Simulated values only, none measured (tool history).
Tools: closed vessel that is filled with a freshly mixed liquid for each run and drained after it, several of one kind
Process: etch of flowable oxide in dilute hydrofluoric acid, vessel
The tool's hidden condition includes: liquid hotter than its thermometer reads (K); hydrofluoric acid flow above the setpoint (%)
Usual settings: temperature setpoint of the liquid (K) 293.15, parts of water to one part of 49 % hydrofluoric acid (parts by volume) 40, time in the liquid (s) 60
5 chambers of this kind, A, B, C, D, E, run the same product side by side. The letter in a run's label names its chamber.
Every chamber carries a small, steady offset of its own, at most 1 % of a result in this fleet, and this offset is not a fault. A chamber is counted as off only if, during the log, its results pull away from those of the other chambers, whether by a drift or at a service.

run   hour  temperature setpoint of the liquid (K)  parts of water to one part of 49 % hydrofluoric acid (parts by volume)  time in the liquid (s)  hours since the thermometer was replaced  hours since the hydrofluoric acid flow meter was replaced  read-back film thickness of the flowable oxide reference wafer, read on the same gauge (nm)  thickness taken off the flowable oxide on a monitor wafer (Å)
 1D    6.6                                  293.15                                                                      40                      60                                    1340.2                                                      281.6                                                                                       140.01                                                         414.90
 2B   18.5                                  293.15                                                                      40                      60                                     757.1                                                     1234.2                                                                                       139.99                                                         411.48
 3A   29.9                                  293.15                                                                      40                      60                                     937.7                                                      214.9                                                                                       140.01                                                         415.03
 4E   35.3                                  293.15                                                                      40                      60                                    1451.8                                                     1155.9                                                                                       140.00                                                         411.13
 5C   44.7                                  293.15                                                                      50                      60                                    1061.1                                                     1186.6                                                                                       140.00                                                         328.29
 6C   55.9                                  293.15                                                                      50                      60                                    1072.3                                                     1197.8                                                                                       140.03                                                         324.52
 7D   66.0                                  293.15                                                                      50                      60                                    1399.6                                                      341.0                                                                                       139.98                                                         324.10
 8E   72.0                                  293.15                                                                      50                      60                                    1488.5                                                     1192.6                                                                                       140.01                                                         323.95
 9A   77.3                                  293.15                                                                      50                      60                                     985.1                                                      262.3                                                                                       139.96                                                         326.95
10B   83.6                                  293.15                                                                      40                      60                                     822.2                                                     1299.3                                                                                       139.99                                                         414.46
11E   90.6                                  293.15                                                                      40                      60                                    1507.1                                                     1211.2                                                                                       139.99                                                         408.27
12A   97.3                                  293.15                                                                      40                      60                                    1005.1                                                      282.3                                                                                       140.00                                                         418.45
13B  105.1                                  293.15                                                                      40                      60                                     843.7                                                     1320.8                                                                                       140.01                                                         414.68
14D  111.1                                  293.15                                                                      40                      60                                    1444.7                                                      386.1                                                                                       140.01                                                         411.62
15C  117.5                                  293.15                                                                      40                      60                                    1133.9                                                     1259.4                                                                                       139.98                                                         416.63
16B  123.9                                  293.15                                                                      40                      60                                     862.5                                                     1339.6                                                                                       139.99                                                         411.31
17A  130.6                                  293.15                                                                      40                      60                                    1038.4                                                      315.6                                                                                       140.00                                                         415.09
     136.5  -- chamber B: thermometer replaced
18E  139.8                                  293.15                                                                      40                      60                                    1556.3                                                     1260.4                                                                                       140.00                                                         424.44
19D  150.2                                  293.15                                                                      40                      60                                    1483.8                                                      425.2                                                                                       140.01                                                         412.81
20C  157.9                                  293.15                                                                      40                      60                                    1174.3                                                     1299.8                                                                                       139.99                                                         419.47
21C  168.5                                  293.15                                                                      40                      60                                    1184.9                                                     1310.4                                                                                       139.99                                                         418.88
22B  179.2                                  293.15                                                                      40                      60                                      42.7                                                     1394.9                                                                                       140.02                                                         412.36
     181.5  -- chamber D: thermometer replaced
23A  188.7                                  293.15                                                                      40                      60                                    1096.5                                                      373.7                                                                                       139.99                                                         421.86
24E  198.3                                  293.15                                                                      40                      60                                    1614.8                                                     1318.9                                                                                       140.00                                                         424.80
25D  210.1                                  293.15                                                                      40                      60                                      28.6                                                      485.1                                                                                       140.03                                                         411.82
26B  218.0                                  293.15                                                                      40                      60                                      81.5                                                     1433.7                                                                                       140.02                                                         412.83
27C  224.1                                  293.15                                                                      40                      60                                    1240.5                                                     1366.0                                                                                       140.01                                                         413.42
28E  235.5                                  293.15                                                                      40                      60                                    1652.0                                                     1356.1                                                                                       139.97                                                         433.76
29A  244.8                                  293.15                                                                      40                      60                                    1152.6                                                      429.8                                                                                       139.99                                                         414.50
30D  254.2                                  293.15                                                                      40                      60                                      72.7                                                      529.2                                                                                       140.00                                                         410.97
31D  263.1                                  293.15                                                                      40                      60                                      81.6                                                      538.1                                                                                       140.04                                                         411.14
32A  274.3                                  293.15                                                                      40                      60                                    1182.1                                                      459.3                                                                                       139.99                                                         415.70
33E  284.2                                  296.15                                                                      40                      50                                    1700.7                                                     1404.8                                                                                       140.02                                                         414.96
34C  289.7                                  296.15                                                                      40                      50                                    1306.1                                                     1431.6                                                                                       140.02                                                         394.00
35B  300.9                                  296.15                                                                      40                      50                                     164.4                                                     1516.6                                                                                       139.99                                                         394.93
36E  311.2                                  296.15                                                                      40                      50                                    1727.7                                                     1431.8                                                                                       140.00                                                         408.87

One chamber off, gauge drift, or nothing amiss beyond the chambers' own small offsets? If it is a chamber, which one, and what is the likeliest cause?

One chamber, E, drifts off from the rest bit by bit.
Cause: liquid hotter than its thermometer reads (K) = 1.84.
The log might look much the same if the cause were instead: hydrofluoric acid flow above the setpoint (%).

Below are 4 candidate recipes for chamber E's next run, each the usual settings with a change, their results shown as question marks. Which of them brings E's results back in line with what the other chambers give on the usual settings?
In line here means within this much of the mean the other chambers give on the usual settings: thickness taken off the flowable oxide on a monitor wafer (Å) 12.00
37E-1  319.7                                  296.15                                                                      40                      60                                                                                                                                                                                                                                                                ?
37E-2  319.7                                  294.65                                                                      40                      60                                                                                                                                                                                                                                                                ?
37E-3  319.7                                  290.15                                                                      40                      60                                                                                                                                                                                                                                                                ?
37E-4  319.7                                  291.65                                                                      40                      60                                                                                                                                                                                                                                                                ?

The other chambers' mean on the usual settings: thickness taken off the flowable oxide on a monitor wafer (Å) 414.02
  run  thickness taken off the flowable oxide on a monitor wafer (Å)
37E-1                                                         505.33
37E-2                                                         475.24
37E-3                                                         393.82
37E-4                                                         419.64
Change 37E-4 lands the chamber within the allowed miss of the other chambers.
